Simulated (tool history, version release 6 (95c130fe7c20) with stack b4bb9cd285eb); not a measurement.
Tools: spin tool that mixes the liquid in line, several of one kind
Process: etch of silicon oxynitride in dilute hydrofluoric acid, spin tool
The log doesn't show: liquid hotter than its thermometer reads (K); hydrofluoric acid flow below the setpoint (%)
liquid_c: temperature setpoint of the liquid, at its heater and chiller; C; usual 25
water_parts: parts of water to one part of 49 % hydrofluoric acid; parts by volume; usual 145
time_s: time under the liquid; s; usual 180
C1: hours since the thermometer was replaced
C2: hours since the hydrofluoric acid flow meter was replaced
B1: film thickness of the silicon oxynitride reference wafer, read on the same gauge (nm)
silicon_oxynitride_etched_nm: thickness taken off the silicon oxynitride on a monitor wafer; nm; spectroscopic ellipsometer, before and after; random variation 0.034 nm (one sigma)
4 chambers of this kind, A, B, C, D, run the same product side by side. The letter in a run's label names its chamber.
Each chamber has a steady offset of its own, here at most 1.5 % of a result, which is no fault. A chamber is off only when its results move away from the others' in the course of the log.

run 1C day=0.3 | liquid_c=25 water_parts=145 time_s=180 | C1=528.1 C2=484.7 | B1=119.98 | silicon_oxynitride_etched_nm=3.7067
run 2D day=0.654 | liquid_c=25 water_parts=145 time_s=180 | C1=81.5 C2=340.4 | B1=120.03 | silicon_oxynitride_etched_nm=3.7145
run 3A day=1.2 | liquid_c=25 water_parts=145 time_s=180 | C1=949.4 C2=1024 | B1=119.97 | silicon_oxynitride_etched_nm=3.7658
run 4B day=1.792 | liquid_c=25 water_parts=145 time_s=180 | C1=197.5 C2=310.4 | B1=119.96 | silicon_oxynitride_etched_nm=3.6995
run 5D day=2.129 | liquid_c=25 water_parts=95 time_s=180 | C1=116.9 C2=375.8 | B1=119.97 | silicon_oxynitride_etched_nm=6.0343
run 6B day=2.562 | liquid_c=25 water_parts=95 time_s=180 | C1=216 C2=328.9 | B1=120.01 | silicon_oxynitride_etched_nm=5.8304
run 7A day=2.942 | liquid_c=25 water_parts=95 time_s=180 | C1=991.2 C2=1065.8 | B1=119.99 | silicon_oxynitride_etched_nm=5.9724
run 8C day=3.396 | liquid_c=25 water_parts=95 time_s=180 | C1=602.4 C2=559 | B1=120.01 | silicon_oxynitride_etched_nm=5.7752
run 9C day=4.004 | liquid_c=25 water_parts=145 time_s=180 | C1=617 C2=573.6 | B1=120.01 | silicon_oxynitride_etched_nm=3.7328
run 10B day=4.308 | liquid_c=25 water_parts=145 time_s=180 | C1=257.9 C2=370.8 | B1=120.01 | silicon_oxynitride_etched_nm=3.7057
run 11D day=4.679 | liquid_c=25 water_parts=145 time_s=180 | C1=178.1 C2=437 | B1=119.98 | silicon_oxynitride_etched_nm=3.7096
run 12A day=4.979 | liquid_c=25 water_parts=145 time_s=180 | C1=1040.1 C2=1114.7 | B1=119.98 | silicon_oxynitride_etched_nm=3.766
run 13A day=5.279 | liquid_c=25 water_parts=145 time_s=180 | C1=1047.3 C2=1121.9 | B1=119.97 | silicon_oxynitride_etched_nm=3.7941
run 14C day=5.783 | liquid_c=25 water_parts=145 time_s=180 | C1=659.7 C2=616.3 | B1=120.02 | silicon_oxynitride_etched_nm=3.6575
run 15B day=6.154 | liquid_c=25 water_parts=145 time_s=180 | C1=302.2 C2=415.1 | B1=120 | silicon_oxynitride_etched_nm=3.7211
-- day=6.571 chamber C: thermometer replaced
run 16D day=6.8 | liquid_c=25 water_parts=145 time_s=180 | C1=229 C2=487.9 | B1=119.97 | silicon_oxynitride_etched_nm=3.62
run 17A day=7.146 | liquid_c=25 water_parts=145 time_s=180 | C1=1092.1 C2=1166.7 | B1=119.99 | silicon_oxynitride_etched_nm=3.7393
run 18D day=7.696 | liquid_c=25 water_parts=145 time_s=180 | C1=250.5 C2=509.4 | B1=120.03 | silicon_oxynitride_etched_nm=3.5777
run 19C day=8.346 | liquid_c=25 water_parts=145 time_s=125 | C1=42.6 C2=677.8 | B1=120.03 | silicon_oxynitride_etched_nm=2.511
run 20B day=8.679 | liquid_c=25 water_parts=145 time_s=125 | C1=362.8 C2=475.7 | B1=120.03 | silicon_oxynitride_etched_nm=2.559
run 21C day=9.204 | liquid_c=25 water_parts=145 time_s=125 | C1=63.2 C2=698.4 | B1=119.99 | silicon_oxynitride_etched_nm=2.538
run 22B day=9.579 | liquid_c=25 water_parts=145 time_s=125 | C1=384.4 C2=497.3 | B1=120.03 | silicon_oxynitride_etched_nm=2.6075
run 23A day=9.938 | liquid_c=25 water_parts=145 time_s=180 | C1=1159.1 C2=1233.7 | B1=119.96 | silicon_oxynitride_etched_nm=3.7816
run 24D day=10.417 | liquid_c=25 water_parts=145 time_s=180 | C1=315.8 C2=574.7 | B1=120 | silicon_oxynitride_etched_nm=3.4796
run 25B day=10.854 | liquid_c=25 water_parts=145 time_s=180 | C1=415 C2=527.9 | B1=119.97 | silicon_oxynitride_etched_nm=3.7433
run 26A day=11.333 | liquid_c=25 water_parts=145 time_s=180 | C1=1192.6 C2=1267.2 | B1=120.08 | silicon_oxynitride_etched_nm=3.7524
run 27C day=11.804 | liquid_c=25 water_parts=145 time_s=180 | C1=125.6 C2=760.8 | B1=119.98 | silicon_oxynitride_etched_nm=3.7185
run 28D day=12.283 | liquid_c=25 water_parts=145 time_s=180 | C1=360.6 C2=619.5 | B1=120.03 | silicon_oxynitride_etched_nm=3.4142
run 29A day=12.833 | liquid_c=25 water_parts=145 time_s=180 | C1=1228.6 C2=1303.2 | B1=119.99 | silicon_oxynitride_etched_nm=3.7594
run 30B day=13.162 | liquid_c=25 water_parts=145 time_s=180 | C1=470.4 C2=583.3 | B1=120.01 | silicon_oxynitride_etched_nm=3.7224
run 31D day=13.821 | liquid_c=25 water_parts=145 time_s=180 | C1=397.5 C2=656.4 | B1=120 | silicon_oxynitride_etched_nm=3.3559

Next, every chamber runs the same settings. What will each give?
run 32A day=14.3 | liquid_c=25 water_parts=145 time_s=180 | silicon_oxynitride_etched_nm=?
run 32B day=14.3 | liquid_c=25 water_parts=145 time_s=180 | silicon_oxynitride_etched_nm=?
run 32C day=14.3 | liquid_c=25 water_parts=145 time_s=180 | silicon_oxynitride_etched_nm=?
run 32D day=14.3 | liquid_c=25 water_parts=145 time_s=180 | silicon_oxynitride_etched_nm=?

run=32A silicon_oxynitride_etched_nm=3.7713
run=32B silicon_oxynitride_etched_nm=3.6803
run=32C silicon_oxynitride_etched_nm=3.6277
run=32D silicon_oxynitride_etched_nm=3.3827

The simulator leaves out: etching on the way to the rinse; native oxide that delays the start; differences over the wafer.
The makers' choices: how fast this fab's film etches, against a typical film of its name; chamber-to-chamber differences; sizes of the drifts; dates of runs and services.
